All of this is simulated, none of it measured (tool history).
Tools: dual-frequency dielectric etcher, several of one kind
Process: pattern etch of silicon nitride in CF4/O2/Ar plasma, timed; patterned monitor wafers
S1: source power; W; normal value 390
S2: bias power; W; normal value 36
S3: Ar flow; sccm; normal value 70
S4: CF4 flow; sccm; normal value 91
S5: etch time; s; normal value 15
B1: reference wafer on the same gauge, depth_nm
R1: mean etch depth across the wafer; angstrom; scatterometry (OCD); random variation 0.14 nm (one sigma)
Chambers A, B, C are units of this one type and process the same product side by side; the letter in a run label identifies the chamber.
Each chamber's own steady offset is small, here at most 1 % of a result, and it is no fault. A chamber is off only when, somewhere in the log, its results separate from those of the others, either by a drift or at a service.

| run | hour | S1 | S2 | S3 | S4 | S5 | B1 | R1 |
|---|---|---|---|---|---|---|---|---|
| 1C | 3.9 | 390 | 36 | 70 | 91 | 15 | 23.887 | 209.36 |
| 2A | 7.3 | 390 | 36 | 70 | 91 | 15 | 23.898 | 209.64 |
| 3B | 12.5 | 390 | 36 | 70 | 91 | 15 | 23.892 | 207.91 |
| 4A | 18.2 | 390 | 36 | 70 | 91 | 15 | 23.899 | 206.22 |
| 5B | 22.8 | 390 | 36 | 70 | 91 | 15 | 23.9 | 209.04 |
| 6C | 27.1 | 390 | 36 | 70 | 91 | 15 | 23.9 | 209.98 |
| 7B | 31.6 | 390 | 36 | 70 | 91 | 15 | 23.928 | 206.94 |
| 8A | 34.9 | 390 | 36 | 70 | 91 | 15 | 23.924 | 209.14 |
| 9C | 40 | 390 | 36 | 70 | 91 | 15 | 23.882 | 209.89 |
| 10B | 46 | 390 | 36 | 70 | 91 | 15 | 23.905 | 209.09 |
| 11A | 49.9 | 390 | 36 | 70 | 91 | 15 | 23.878 | 210.01 |
| 12C | 54.3 | 390 | 36 | 70 | 91 | 15 | 23.902 | 209.99 |
| 13B | 58.8 | 390 | 36 | 70 | 91 | 15 | 23.886 | 210.2 |
| 14A | 63.3 | 390 | 36 | 70 | 91 | 15 | 23.898 | 207.4 |
| 15C | 67.2 | 390 | 40 | 86 | 91 | 15 | 23.902 | 214.95 |
| 16B | 73 | 390 | 40 | 86 | 91 | 15 | 23.887 | 210.47 |
| 17A | 76.4 | 390 | 40 | 86 | 91 | 15 | 23.89 | 211.9 |
| 18C | 81.1 | 390 | 36 | 70 | 91 | 15 | 23.932 | 212.66 |
| 19A | 84.6 | 390 | 41 | 86 | 91 | 15 | 23.895 | 212.51 |
| 20B | 90.4 | 390 | 41 | 86 | 91 | 15 | 23.889 | 210.72 |
| 21C | 94.4 | 390 | 41 | 86 | 91 | 15 | 23.893 | 216.99 |
| 22C | 97.4 | 390 | 36 | 70 | 91 | 15 | 23.91 | 215.26 |
| 23A | 101.3 | 390 | 36 | 70 | 91 | 15 | 23.881 | 209.1 |
| 24B | 106.7 | 390 | 36 | 70 | 91 | 15 | 23.878 | 206.55 |
| 25B | 110.8 | 390 | 36 | 70 | 91 | 15 | 23.921 | 206.76 |
| 26C | 114 | 390 | 36 | 70 | 91 | 15 | 23.887 | 215.15 |
| 27A | 118.8 | 390 | 36 | 79 | 91 | 15 | 23.878 | 207.5 |
| 28C | 123.8 | 390 | 36 | 79 | 91 | 15 | 23.918 | 210.68 |
| 29A | 128.5 | 390 | 36 | 79 | 91 | 15 | 23.86 | 202.96 |
| 30B | 132.8 | 390 | 36 | 70 | 91 | 15 | 23.884 | 209.85 |
| 31B | 137.1 | 390 | 36 | 70 | 91 | 15 | 23.871 | 208.94 |
| 32C | 141.6 | 390 | 36 | 70 | 91 | 15 | 23.883 | 216.55 |
| 33A | 147.6 | 390 | 36 | 70 | 91 | 15 | 23.875 | 209 |
| 34B | 153.7 | 390 | 36 | 70 | 91 | 15 | 23.878 | 208.7 |
| 35C | 159.1 | 390 | 36 | 70 | 91 | 15 | 23.921 | 216.94 |
| 36A | 164.7 | 390 | 36 | 70 | 91 | 15 | 23.877 | 210.13 |
| 37C | 168.4 | 390 | 36 | 70 | 91 | 15 | 23.902 | 216.95 |
| 38A | 172.4 | 390 | 36 | 70 | 91 | 15 | 23.864 | 209.7 |

All 3 chambers run these settings next. Forecast each chamber's results:
| 39A | 176.9 | 390 | 36 | 70 | 91 | 15 |  | ? |
| 39B | 176.9 | 390 | 36 | 70 | 91 | 15 |  | ? |
| 39C | 176.9 | 390 | 36 | 70 | 91 | 15 |  | ? |

| run | R1 |
|---|---|
| 39A | 207.52 |
| 39B | 208.67 |
| 39C | 219.19 |
